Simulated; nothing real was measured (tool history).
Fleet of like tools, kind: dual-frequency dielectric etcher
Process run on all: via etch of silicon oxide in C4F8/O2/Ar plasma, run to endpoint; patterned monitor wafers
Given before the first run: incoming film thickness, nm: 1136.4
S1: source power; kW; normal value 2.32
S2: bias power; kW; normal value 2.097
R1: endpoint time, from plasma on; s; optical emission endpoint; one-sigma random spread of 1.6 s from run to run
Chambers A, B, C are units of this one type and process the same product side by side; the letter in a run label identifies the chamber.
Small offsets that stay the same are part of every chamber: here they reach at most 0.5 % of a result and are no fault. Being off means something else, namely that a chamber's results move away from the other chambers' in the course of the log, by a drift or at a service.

run	hour	S1	S2	R1
1C	6.1	2.32	2.097	204.53
2B	14.2	2.32	2.097	207.74
3A	18.8	2.32	2.097	206.72
4B	25.4	2.32	2.097	207.44
5A	30.3	2.32	2.097	206.03
6C	39.1	2.32	2.097	208.31
7A	45.7	2.32	1.887	216.83
8B	50	2.32	1.887	215.1
9C	57.5	2.32	1.887	213.66
10B	65.3	2.32	2.097	209.59
11C	71.5	2.32	2.097	203.88
12A	78.7	2.32	2.097	211.2
13C	87.5	2.32	2.097	207.96
14B	93.5	2.32	2.097	209.62
15A	99	2.32	2.097	209.08
16A	105.9	2.32	2.097	206.66
17C	115.2	1.84	1.703	243
18B	120.4	1.84	1.703	242.35
19C	126.9	1.84	1.703	239.08
20B	132.2	2.32	2.097	209.86
21A	139.4	2.32	2.097	208.83
22C	148.2	2.32	2.097	209.57
23B	153.5	2.32	2.097	207.95
24A	163.1	2.32	2.097	209.9
25C	168.1	2.32	2.097	208.02
26B	177.2	2.32	2.097	208.93
27A	182.7	2.32	2.097	206.14
# hour 187.2: chamber A: wet clean of the chamber
28A	190.5	2.32	2.097	206.01
29B	197.6	2.32	2.097	209.95
30C	206.9	2.73	2.302	188.69
31A	212.5	2.73	2.302	192.43
32C	217.6	2.73	2.302	188.91
33B	226.8	2.32	2.097	209.25
34A	235.5	2.32	2.097	207.93
35C	241.4	2.32	2.097	207.2
36B	248.9	2.74	2.097	195.74
37C	257.5	2.74	2.097	195.17
38A	265.8	2.74	2.097	196.88
39B	271	2.32	2.097	208.9
40C	278.2	2.32	2.097	207.67
41A	284	2.32	2.097	207.75
42B	290.7	1.86	2.097	230.54
43C	296.9	1.86	2.097	227.81

Has any chamber moved away from the others, gradually or after a service, or does the common gauge drift, or do the chambers differ only by their own small steady offsets? State the chamber and the most likely cause if one applies.

The fleet is healthy, with each chamber sitting at its usual small offset and no drift in the gauge.

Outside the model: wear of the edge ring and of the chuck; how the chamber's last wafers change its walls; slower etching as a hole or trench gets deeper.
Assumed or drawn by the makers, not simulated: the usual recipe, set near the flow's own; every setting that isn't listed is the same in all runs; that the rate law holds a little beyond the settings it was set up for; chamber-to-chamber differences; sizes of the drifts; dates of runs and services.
